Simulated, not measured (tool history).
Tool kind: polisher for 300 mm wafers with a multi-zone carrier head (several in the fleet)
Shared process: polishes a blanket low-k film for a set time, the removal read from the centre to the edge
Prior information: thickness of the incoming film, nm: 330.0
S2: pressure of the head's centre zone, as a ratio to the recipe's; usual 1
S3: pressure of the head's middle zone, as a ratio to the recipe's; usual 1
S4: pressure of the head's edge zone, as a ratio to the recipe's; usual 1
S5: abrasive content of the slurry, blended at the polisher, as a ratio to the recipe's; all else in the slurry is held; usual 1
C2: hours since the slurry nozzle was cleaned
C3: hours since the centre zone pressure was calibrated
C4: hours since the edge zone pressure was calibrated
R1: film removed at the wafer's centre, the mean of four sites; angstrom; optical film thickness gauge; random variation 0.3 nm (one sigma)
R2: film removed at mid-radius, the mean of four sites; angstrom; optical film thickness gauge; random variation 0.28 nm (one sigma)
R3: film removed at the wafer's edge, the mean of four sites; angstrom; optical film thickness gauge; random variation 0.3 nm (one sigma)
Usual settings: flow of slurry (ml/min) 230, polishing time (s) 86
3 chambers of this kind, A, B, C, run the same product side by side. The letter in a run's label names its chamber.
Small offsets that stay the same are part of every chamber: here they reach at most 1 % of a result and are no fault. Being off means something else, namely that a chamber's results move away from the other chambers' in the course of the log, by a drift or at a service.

{"run": "1B", "hour": 13.6, "flow of slurry (ml/min)": 230, "S2": 1, "S3": 1, "S4": 1, "S5": 1, "polishing time (s)": 86, "wafers polished on this pad": 480, "C2": 119.3, "C3": 270.6, "C4": 70.9, "R1": 401.34, "R2": 396.26, "R3": 400.97}
{"run": "2A", "hour": 25.4, "flow of slurry (ml/min)": 230, "S2": 1, "S3": 1, "S4": 1, "S5": 1, "polishing time (s)": 86, "wafers polished on this pad": 328, "C2": 144, "C3": 355.9, "C4": 110.2, "R1": 402.76, "R2": 406.16, "R3": 398.9}
{"run": "3C", "hour": 37.5, "flow of slurry (ml/min)": 230, "S2": 1, "S3": 1, "S4": 1, "S5": 1, "polishing time (s)": 86, "wafers polished on this pad": 315, "C2": 147.9, "C3": 83.1, "C4": 399.9, "R1": 401.62, "R2": 398.59, "R3": 403.94}
{"run": "4A", "hour": 50.0, "flow of slurry (ml/min)": 230, "S2": 1, "S3": 1, "S4": 1, "S5": 1, "polishing time (s)": 86, "wafers polished on this pad": 490, "C2": 168.6, "C3": 380.5, "C4": 134.8, "R1": 397.14, "R2": 400.62, "R3": 401.76}
{"hour": 60.7, "done": "chamber B: worn pad replaced by a new one"}
{"run": "5B", "hour": 62.9, "flow of slurry (ml/min)": 230, "S2": 1, "S3": 1, "S4": 1, "S5": 1, "polishing time (s)": 86, "wafers polished on this pad": 14, "C2": 168.6, "C3": 319.9, "C4": 120.2, "R1": 396.26, "R2": 396.26, "R3": 392.99}
{"hour": 75.5, "done": "chamber A: worn pad replaced by a new one"}
{"run": "6C", "hour": 76.1, "flow of slurry (ml/min)": 230, "S2": 1, "S3": 1, "S4": 1, "S5": 1, "polishing time (s)": 86, "wafers polished on this pad": 570, "C2": 186.5, "C3": 121.7, "C4": 438.5, "R1": 397.3, "R2": 398.57, "R3": 399.54}
{"run": "7B", "hour": 89.3, "flow of slurry (ml/min)": 230, "S2": 1, "S3": 1, "S4": 1, "S5": 1, "polishing time (s)": 86, "wafers polished on this pad": 188, "C2": 195, "C3": 346.3, "C4": 146.6, "R1": 406.31, "R2": 406.89, "R3": 399.16}
{"run": "8C", "hour": 103.9, "flow of slurry (ml/min)": 230, "S2": 1, "S3": 1, "S4": 1, "S5": 1, "polishing time (s)": 86, "wafers polished on this pad": 753, "C2": 214.3, "C3": 149.5, "C4": 466.3, "R1": 402.64, "R2": 401.93, "R3": 400.58}
{"run": "9A", "hour": 113.5, "flow of slurry (ml/min)": 230, "S2": 1, "S3": 1, "S4": 1, "S5": 1, "polishing time (s)": 67, "wafers polished on this pad": 251, "C2": 232.1, "C3": 444, "C4": 198.3, "R1": 308.49, "R2": 308.42, "R3": 309.64}
{"run": "10A", "hour": 126.7, "flow of slurry (ml/min)": 230, "S2": 1, "S3": 1, "S4": 1, "S5": 1, "polishing time (s)": 67, "wafers polished on this pad": 338, "C2": 245.3, "C3": 457.2, "C4": 211.5, "R1": 309.92, "R2": 305.45, "R3": 308.11}
{"run": "11B", "hour": 141.7, "flow of slurry (ml/min)": 230, "S2": 1, "S3": 1, "S4": 1, "S5": 1, "polishing time (s)": 67, "wafers polished on this pad": 534, "C2": 247.4, "C3": 398.7, "C4": 199, "R1": 310.6, "R2": 308.48, "R3": 307.69}
{"run": "12C", "hour": 148.4, "flow of slurry (ml/min)": 230, "S2": 1, "S3": 1, "S4": 1, "S5": 1, "polishing time (s)": 86, "wafers polished on this pad": 1046, "C2": 258.8, "C3": 194, "C4": 510.8, "R1": 401.52, "R2": 397.9, "R3": 393.86}
{"run": "13B", "hour": 162.1, "flow of slurry (ml/min)": 230, "S2": 1, "S3": 1, "S4": 1, "S5": 1, "polishing time (s)": 86, "wafers polished on this pad": 668, "C2": 267.8, "C3": 419.1, "C4": 219.4, "R1": 401.34, "R2": 402.79, "R3": 396.27}
{"hour": 165.1, "done": "chamber C: worn pad replaced by a new one"}
{"run": "14A", "hour": 172.9, "flow of slurry (ml/min)": 230, "S2": 1, "S3": 1, "S4": 1, "S5": 1, "polishing time (s)": 86, "wafers polished on this pad": 642, "C2": 291.5, "C3": 503.4, "C4": 257.7, "R1": 388.35, "R2": 387.65, "R3": 382.61}
{"hour": 176.6, "done": "chamber B: slurry nozzle cleaned"}
{"run": "15C", "hour": 187.5, "flow of slurry (ml/min)": 230, "S2": 1, "S3": 1, "S4": 1, "S5": 1, "polishing time (s)": 86, "wafers polished on this pad": 147, "C2": 297.9, "C3": 233.1, "C4": 549.9, "R1": 400.03, "R2": 404.09, "R3": 402.18}
{"hour": 193.7, "done": "chamber A: worn pad replaced by a new one"}
{"run": "16B", "hour": 194.5, "flow of slurry (ml/min)": 230, "S2": 1, "S3": 1, "S4": 1, "S5": 1, "polishing time (s)": 86, "wafers polished on this pad": 882, "C2": 17.9, "C3": 451.5, "C4": 251.8, "R1": 401.52, "R2": 398.18, "R3": 396.57}
{"hour": 205.5, "done": "chamber B: worn pad replaced by a new one"}
{"run": "17A", "hour": 208.8, "flow of slurry (ml/min)": 230, "S2": 1, "S3": 1, "S4": 1, "S5": 1, "polishing time (s)": 86, "wafers polished on this pad": 99, "C2": 327.4, "C3": 539.3, "C4": 293.6, "R1": 374.01, "R2": 379.59, "R3": 388.5}
{"run": "18C", "hour": 220.9, "flow of slurry (ml/min)": 230, "S2": 1, "S3": 1, "S4": 1.06, "S5": 1, "polishing time (s)": 86, "wafers polished on this pad": 368, "C2": 331.3, "C3": 266.5, "C4": 583.3, "R1": 396.92, "R2": 403.3, "R3": 415.07}
{"run": "19A", "hour": 235.7, "flow of slurry (ml/min)": 230, "S2": 1, "S3": 1, "S4": 1.06, "S5": 1, "polishing time (s)": 86, "wafers polished on this pad": 276, "C2": 354.3, "C3": 566.2, "C4": 320.5, "R1": 366, "R2": 370.52, "R3": 393.54}
{"run": "20B", "hour": 242.8, "flow of slurry (ml/min)": 230, "S2": 1, "S3": 1, "S4": 1.06, "S5": 1, "polishing time (s)": 86, "wafers polished on this pad": 246, "C2": 66.2, "C3": 499.8, "C4": 300.1, "R1": 397.53, "R2": 393.63, "R3": 411.44}

Each of the 3 chambers runs these same settings next. Fill in every chamber's results:
{"run": "21A", "hour": 253.6, "flow of slurry (ml/min)": 230, "S2": 1, "S3": 1, "S4": 1, "S5": 1, "polishing time (s)": 86, "R1": "?", "R2": "?", "R3": "?"}
{"run": "21B", "hour": 253.6, "flow of slurry (ml/min)": 230, "S2": 1, "S3": 1, "S4": 1, "S5": 1, "polishing time (s)": 86, "R1": "?", "R2": "?", "R3": "?"}
{"run": "21C", "hour": 253.6, "flow of slurry (ml/min)": 230, "S2": 1, "S3": 1, "S4": 1, "S5": 1, "polishing time (s)": 86, "R1": "?", "R2": "?", "R3": "?"}

run=21A R1=359.95 R2=367.91 R3=376.49
run=21B R1=403.28 R2=395.38 R3=395.48
run=21C R1=402.68 R2=398.47 R3=401.09

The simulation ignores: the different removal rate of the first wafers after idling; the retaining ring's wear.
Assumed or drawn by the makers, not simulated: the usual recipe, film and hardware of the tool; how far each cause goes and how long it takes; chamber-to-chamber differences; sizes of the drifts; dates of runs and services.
